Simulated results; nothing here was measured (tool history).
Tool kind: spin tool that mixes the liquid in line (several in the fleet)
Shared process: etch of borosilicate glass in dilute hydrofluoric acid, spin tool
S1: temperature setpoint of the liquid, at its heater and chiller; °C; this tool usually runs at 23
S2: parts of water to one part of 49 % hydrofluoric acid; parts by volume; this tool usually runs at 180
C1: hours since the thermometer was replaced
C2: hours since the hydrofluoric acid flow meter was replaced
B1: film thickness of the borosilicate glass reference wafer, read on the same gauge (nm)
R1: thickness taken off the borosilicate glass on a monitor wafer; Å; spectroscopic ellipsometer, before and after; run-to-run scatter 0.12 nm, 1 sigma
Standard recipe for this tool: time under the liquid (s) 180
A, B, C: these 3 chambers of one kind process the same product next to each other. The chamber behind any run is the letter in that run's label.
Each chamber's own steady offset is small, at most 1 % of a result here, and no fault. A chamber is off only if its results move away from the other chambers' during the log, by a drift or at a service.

Run 1B, day 0.242: usual settings; C1 980.1; C2 46.8; B1 119.99. Result: R1 209.01 Å.
Run 2C, day 0.5: usual settings; C1 1139.7; C2 815.7; B1 120. Result: R1 211.62 Å.
Run 3A, day 0.825: usual settings; C1 324.3; C2 1186.2; B1 119.98. Result: R1 211.38 Å.
Run 4C, day 1.188: usual settings; C1 1156.2; C2 832.2; B1 120. Result: R1 213.01 Å.
Run 5B, day 1.408: usual settings; C1 1008.1; C2 74.8; B1 119.96. Result: R1 209.83 Å.
Run 6A, day 1.729: usual settings; C1 346; C2 1207.9; B1 120.01. Result: R1 212.82 Å.
Run 7C, day 2.012: usual settings; C1 1176; C2 852; B1 119.95. Result: R1 209.8 Å.
Run 8A, day 2.288: usual settings but S1 20.5 °C; C1 359.4; C2 1221.3; B1 119.98. Result: R1 194.38 Å.
Run 9B, day 2.662: usual settings but S1 20.5 °C; C1 1038.2; C2 104.9; B1 119.97. Result: R1 189.9 Å.
Run 10A, day 3.021: usual settings but S1 20.5 °C; C1 377; C2 1238.9; B1 120.03. Result: R1 193.78 Å.
Run 11B, day 3.254: usual settings; C1 1052.4; C2 119.1; B1 120.01. Result: R1 210.57 Å.
Run 12C, day 3.488: usual settings; C1 1211.4; C2 887.4; B1 120.01. Result: R1 210.31 Å.
Run 13A, day 3.85: usual settings; C1 396.9; C2 1258.8; B1 120.03. Result: R1 212.92 Å.
Run 14C, day 4.125: usual settings; C1 1226.7; C2 902.7; B1 120. Result: R1 211.63 Å.
Run 15B, day 4.517: usual settings; C1 1082.7; C2 149.4; B1 119.99. Result: R1 210.16 Å.
Run 16B, day 4.75: usual settings; C1 1088.3; C2 155; B1 119.99. Result: R1 212.66 Å.
Run 17C, day 4.971: usual settings; C1 1247; C2 923; B1 120.01. Result: R1 214 Å.
Run 18A, day 5.362: usual settings; C1 433.2; C2 1295.1; B1 119.97. Result: R1 212.83 Å.
Run 19B, day 5.583: usual settings but S1 26.5 °C, time under the liquid (s) 135; C1 1108.3; C2 175; B1 120.01. Result: R1 179.13 Å.
At day 5.771: chamber A: hydrofluoric acid flow meter replaced.
Run 20C, day 5.825: usual settings but S1 26.5 °C, time under the liquid (s) 135; C1 1267.5; C2 943.5; B1 120.04. Result: R1 179.8 Å.
Run 21A, day 6.142: usual settings but S1 26.5 °C, time under the liquid (s) 135; C1 451.9; C2 8.9; B1 119.98. Result: R1 180.9 Å.
Run 22B, day 6.362: usual settings; C1 1127; C2 193.7; B1 120.04. Result: R1 213.17 Å.
Run 23A, day 6.771: usual settings; C1 467; C2 24; B1 119.98. Result: R1 209.89 Å.
Run 24C, day 6.967: usual settings; C1 1294.9; C2 970.9; B1 120. Result: R1 212.97 Å.
Run 25C, day 7.146: usual settings; C1 1299.2; C2 975.2; B1 120. Result: R1 210.36 Å.
Run 26A, day 7.483: usual settings; C1 484.1; C2 41.1; B1 120.04. Result: R1 209.1 Å.
Run 27B, day 7.662: usual settings; C1 1158.2; C2 224.9; B1 119.98. Result: R1 220.29 Å.
Run 28C, day 8.046: usual settings; C1 1320.8; C2 996.8; B1 120.01. Result: R1 212.57 Å.
Run 29B, day 8.342: usual settings; C1 1174.5; C2 241.2; B1 119.97. Result: R1 218.81 Å.
Run 30A, day 8.688: usual settings; C1 513; C2 70; B1 119.97. Result: R1 210.88 Å.
Run 31A, day 8.933: usual settings; C1 518.9; C2 75.9; B1 120. Result: R1 210.84 Å.
Run 32B, day 9.121: usual settings; C1 1193.2; C2 259.9; B1 120.03. Result: R1 221.96 Å.
Run 33C, day 9.396: usual settings; C1 1353.2; C2 1029.2; B1 119.98. Result: R1 211.69 Å.
Run 34C, day 9.675: usual settings; C1 1359.9; C2 1035.9; B1 119.99. Result: R1 209.84 Å.
Run 35A, day 9.938: usual settings; C1 543; C2 100; B1 120.02. Result: R1 210.85 Å.
Run 36B, day 10.254: usual settings; C1 1220.4; C2 287.1; B1 119.99. Result: R1 226.99 Å.
Run 37B, day 10.646: usual settings; C1 1229.8; C2 296.5; B1 120.01. Result: R1 225.22 Å.

For the next run the whole fleet of 3 chambers uses the same settings. Give each chamber's results:
Run 38A, day 10.938: usual settings but S2 230 parts by volume. Result: R1 ?.
Run 38B, day 10.938: usual settings but S2 230 parts by volume. Result: R1 ?.
Run 38C, day 10.938: usual settings but S2 230 parts by volume. Result: R1 ?.

run      R1
38A  157.79
38B  166.36
38C  155.77
